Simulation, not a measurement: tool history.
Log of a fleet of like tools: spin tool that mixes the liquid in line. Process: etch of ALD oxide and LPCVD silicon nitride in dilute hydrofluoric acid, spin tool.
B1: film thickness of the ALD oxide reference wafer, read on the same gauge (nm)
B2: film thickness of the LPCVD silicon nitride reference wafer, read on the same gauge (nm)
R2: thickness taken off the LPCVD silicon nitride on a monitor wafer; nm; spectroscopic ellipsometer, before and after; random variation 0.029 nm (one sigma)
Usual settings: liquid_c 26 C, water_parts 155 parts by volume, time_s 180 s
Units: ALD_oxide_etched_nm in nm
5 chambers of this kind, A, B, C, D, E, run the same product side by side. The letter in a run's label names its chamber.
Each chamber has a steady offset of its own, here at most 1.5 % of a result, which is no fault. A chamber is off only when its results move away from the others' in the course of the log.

run 1D day=0.154 | liquid_c=26 water_parts=155 time_s=180 | B1=100.01 B2=140 | ALD_oxide_etched_nm=28.171 R2=0.70144
run 2E day=0.367 | liquid_c=26 water_parts=155 time_s=180 | B1=99.997 B2=140.03 | ALD_oxide_etched_nm=28.08 R2=0.7126
run 3C day=0.6 | liquid_c=26 water_parts=155 time_s=180 | B1=100 B2=139.99 | ALD_oxide_etched_nm=27.791 R2=0.66229
run 4B day=0.833 | liquid_c=26 water_parts=155 time_s=180 | B1=99.995 B2=139.97 | ALD_oxide_etched_nm=27.705 R2=0.69988
run 5A day=1.012 | liquid_c=26 water_parts=155 time_s=180 | B1=100.02 B2=140.01 | ALD_oxide_etched_nm=28.003 R2=0.70448
run 6C day=1.129 | liquid_c=31 water_parts=155 time_s=95 | B1=99.975 B2=139.98 | ALD_oxide_etched_nm=17.636 R2=0.50163
-- day=1.2 chamber D: thermometer replaced
run 7D day=1.308 | liquid_c=31 water_parts=155 time_s=95 | B1=100.02 B2=140 | ALD_oxide_etched_nm=17.853 R2=0.54689
run 8E day=1.454 | liquid_c=31 water_parts=155 time_s=95 | B1=100.01 B2=140.02 | ALD_oxide_etched_nm=17.859 R2=0.50095
run 9B day=1.617 | liquid_c=31 water_parts=155 time_s=95 | B1=100.02 B2=139.96 | ALD_oxide_etched_nm=17.452 R2=0.50771
run 10A day=1.796 | liquid_c=31 water_parts=155 time_s=95 | B1=100.01 B2=139.97 | ALD_oxide_etched_nm=17.711 R2=0.49139
run 11E day=1.958 | liquid_c=26 water_parts=155 time_s=180 | B1=99.995 B2=139.98 | ALD_oxide_etched_nm=28.313 R2=0.68938
run 12A day=2.2 | liquid_c=26 water_parts=155 time_s=180 | B1=100 B2=140.02 | ALD_oxide_etched_nm=28.183 R2=0.74017
run 13C day=2.45 | liquid_c=26 water_parts=155 time_s=110 | B1=100.04 B2=140.01 | ALD_oxide_etched_nm=16.972 R2=0.42681
run 14D day=2.583 | liquid_c=26 water_parts=155 time_s=110 | B1=99.992 B2=139.99 | ALD_oxide_etched_nm=17.231 R2=0.38999
run 15B day=2.712 | liquid_c=26 water_parts=155 time_s=110 | B1=99.966 B2=140 | ALD_oxide_etched_nm=16.964 R2=0.4342
run 16D day=2.829 | liquid_c=26 water_parts=155 time_s=110 | B1=100 B2=140.01 | ALD_oxide_etched_nm=17.271 R2=0.42003
run 17B day=2.971 | liquid_c=26 water_parts=155 time_s=110 | B1=99.989 B2=139.96 | ALD_oxide_etched_nm=16.831 R2=0.43315
run 18A day=3.171 | liquid_c=26 water_parts=155 time_s=180 | B1=99.995 B2=140.01 | ALD_oxide_etched_nm=28.006 R2=0.6886
run 19C day=3.329 | liquid_c=26 water_parts=155 time_s=180 | B1=100.01 B2=140.01 | ALD_oxide_etched_nm=27.876 R2=0.64001
run 20E day=3.467 | liquid_c=26 water_parts=155 time_s=180 | B1=99.982 B2=140.01 | ALD_oxide_etched_nm=28.203 R2=0.66238
run 21C day=3.621 | liquid_c=22 water_parts=155 time_s=180 | B1=100.01 B2=140.02 | ALD_oxide_etched_nm=23.889 R2=0.51377
run 22E day=3.833 | liquid_c=22 water_parts=155 time_s=180 | B1=100.01 B2=139.99 | ALD_oxide_etched_nm=24.293 R2=0.54783
run 23A day=4 | liquid_c=22 water_parts=155 time_s=180 | B1=99.991 B2=140 | ALD_oxide_etched_nm=24.108 R2=0.52698
run 24B day=4.204 | liquid_c=22 water_parts=155 time_s=180 | B1=99.973 B2=140 | ALD_oxide_etched_nm=23.781 R2=0.54088
run 25D day=4.358 | liquid_c=22 water_parts=155 time_s=180 | B1=100.02 B2=140.01 | ALD_oxide_etched_nm=24.044 R2=0.54813
run 26C day=4.521 | liquid_c=30.5 water_parts=155 time_s=130 | B1=100.01 B2=140.02 | ALD_oxide_etched_nm=23.672 R2=0.66531
run 27E day=4.688 | liquid_c=30.5 water_parts=155 time_s=130 | B1=100 B2=139.99 | ALD_oxide_etched_nm=23.968 R2=0.69724
run 28B day=4.938 | liquid_c=30.5 water_parts=155 time_s=130 | B1=100.01 B2=140.03 | ALD_oxide_etched_nm=23.449 R2=0.64073
run 29D day=5.162 | liquid_c=30.5 water_parts=155 time_s=130 | B1=99.996 B2=140 | ALD_oxide_etched_nm=24.004 R2=0.64752
run 30A day=5.321 | liquid_c=30.5 water_parts=155 time_s=130 | B1=99.996 B2=140.02 | ALD_oxide_etched_nm=23.847 R2=0.62076
run 31C day=5.504 | liquid_c=26 water_parts=155 time_s=180 | B1=100.01 B2=139.98 | ALD_oxide_etched_nm=27.792 R2=0.72724
run 32A day=5.708 | liquid_c=26 water_parts=155 time_s=180 | B1=99.996 B2=139.99 | ALD_oxide_etched_nm=28.125 R2=0.66207
run 33E day=5.946 | liquid_c=26 water_parts=155 time_s=180 | B1=100.01 B2=140 | ALD_oxide_etched_nm=28.249 R2=0.67333
run 34D day=6.062 | liquid_c=26 water_parts=155 time_s=180 | B1=100.04 B2=140 | ALD_oxide_etched_nm=28.258 R2=0.70874
run 35B day=6.233 | liquid_c=26 water_parts=155 time_s=180 | B1=99.99 B2=140.04 | ALD_oxide_etched_nm=27.59 R2=0.62648
run 36C day=6.475 | liquid_c=26 water_parts=155 time_s=180 | B1=100 B2=140 | ALD_oxide_etched_nm=27.774 R2=0.61175
run 37B day=6.721 | liquid_c=26 water_parts=155 time_s=180 | B1=99.978 B2=140.03 | ALD_oxide_etched_nm=27.658 R2=0.67792
run 38E day=6.946 | liquid_c=26 water_parts=155 time_s=180 | B1=99.983 B2=140.03 | ALD_oxide_etched_nm=28.236 R2=0.67941
run 39D day=7.062 | liquid_c=26 water_parts=155 time_s=180 | B1=99.987 B2=139.98 | ALD_oxide_etched_nm=28.126 R2=0.67753
run 40A day=7.271 | liquid_c=26 water_parts=155 time_s=180 | B1=100.02 B2=140.01 | ALD_oxide_etched_nm=28.133 R2=0.66138
run 41C day=7.417 | liquid_c=26 water_parts=155 time_s=180 | B1=99.977 B2=140 | ALD_oxide_etched_nm=27.774 R2=0.65774
run 42A day=7.646 | liquid_c=26 water_parts=155 time_s=180 | B1=99.989 B2=140.01 | ALD_oxide_etched_nm=28.048 R2=0.65

Is one chamber off against the others, does the gauge drift, or is nothing wrong? If a chamber is off, say which, and what the likeliest cause is.

No chamber stands off beyond its own small offset, and the gauge holds steady.
